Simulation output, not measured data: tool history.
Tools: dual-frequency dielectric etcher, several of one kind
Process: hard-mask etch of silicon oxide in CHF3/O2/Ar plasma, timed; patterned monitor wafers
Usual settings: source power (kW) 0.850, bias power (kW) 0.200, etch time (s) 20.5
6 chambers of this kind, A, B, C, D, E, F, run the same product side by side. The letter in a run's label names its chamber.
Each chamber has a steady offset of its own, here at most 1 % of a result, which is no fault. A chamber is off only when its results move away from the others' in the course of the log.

run	hour	source power (kW)	bias power (kW)	etch time (s)	read-back reference wafer on the same gauge, depth_nm	mean etch depth across the wafer (nm)
1D	8.3	0.850	0.200	20.5	40.100	47.909
2C	22.6	0.850	0.200	20.5	40.094	47.968
# hour 31.2: chamber B: wet clean of the chamber
3A	36.8	0.850	0.200	20.5	40.090	47.759
4F	44.0	0.850	0.200	20.5	40.081	47.982
# hour 49.2: chamber D: wet clean of the chamber
5B	50.6	0.650	0.200	23.0	40.077	48.841
6E	64.2	0.650	0.200	23.0	40.073	48.081
7D	78.0	0.650	0.200	23.0	40.061	48.584
# hour 81.6: chamber A: wet clean of the chamber
8E	84.6	0.650	0.200	23.0	40.054	48.116
9C	96.1	0.650	0.200	23.0	40.046	48.600
10F	103.9	0.650	0.200	23.0	40.058	48.807
11B	117.2	0.850	0.160	20.5	40.027	44.977
12A	128.9	0.850	0.160	20.5	40.045	44.283
13A	143.6	0.850	0.160	20.5	40.034	44.099
14B	153.4	0.850	0.160	20.5	40.021	44.948
# hour 153.6: chamber D: source power generator calibrated
# hour 153.9: chamber E: wet clean of the chamber
# hour 154.0: chamber F: wet clean of the chamber
15E	164.4	0.850	0.160	20.5	40.023	44.150
16D	177.5	0.850	0.160	20.5	40.001	44.393
# hour 182.4: chamber A: bias power generator calibrated
17F	191.4	0.850	0.200	20.5	40.008	48.022
18C	197.9	0.850	0.200	20.5	39.995	48.003
19C	212.4	0.680	0.244	20.5	40.004	47.124
20F	221.5	0.680	0.244	20.5	39.989	47.336
21D	230.5	0.680	0.244	20.5	39.980	47.107
22B	244.1	0.680	0.244	20.5	39.987	47.370
# hour 253.1: chamber B: source power generator calibrated
23A	253.8	0.680	0.244	20.5	39.978	46.946
24E	261.7	0.680	0.244	20.5	39.974	46.568
25E	272.6	0.850	0.200	20.5	39.956	47.495
26B	282.0	0.850	0.200	20.5	39.954	48.279
# hour 286.8: chamber C: bias power generator calibrated
27F	288.9	0.850	0.200	20.5	39.969	47.948
28A	299.5	0.850	0.200	20.5	39.955	47.587
29C	312.4	0.850	0.200	20.5	39.955	47.897
30D	327.3	0.850	0.200	20.5	39.951	47.721
31C	334.5	0.850	0.200	20.5	39.935	47.941
32A	343.9	0.850	0.200	20.5	39.935	47.470
33F	354.2	0.850	0.200	20.5	39.924	47.846
34B	367.0	0.850	0.200	20.5	39.916	48.162
35E	377.0	0.850	0.200	20.5	39.912	47.291
36D	385.2	0.850	0.200	20.5	39.900	47.747

What goes on in this fleet: one chamber off, a drifting gauge, or nothing beyond the chambers' own small offsets? Name the chamber and the cause, if any.

The gauge drifts, so all chambers seem to drift together. No chamber is off.
Cause: gauge reads low (%) = 0.477.

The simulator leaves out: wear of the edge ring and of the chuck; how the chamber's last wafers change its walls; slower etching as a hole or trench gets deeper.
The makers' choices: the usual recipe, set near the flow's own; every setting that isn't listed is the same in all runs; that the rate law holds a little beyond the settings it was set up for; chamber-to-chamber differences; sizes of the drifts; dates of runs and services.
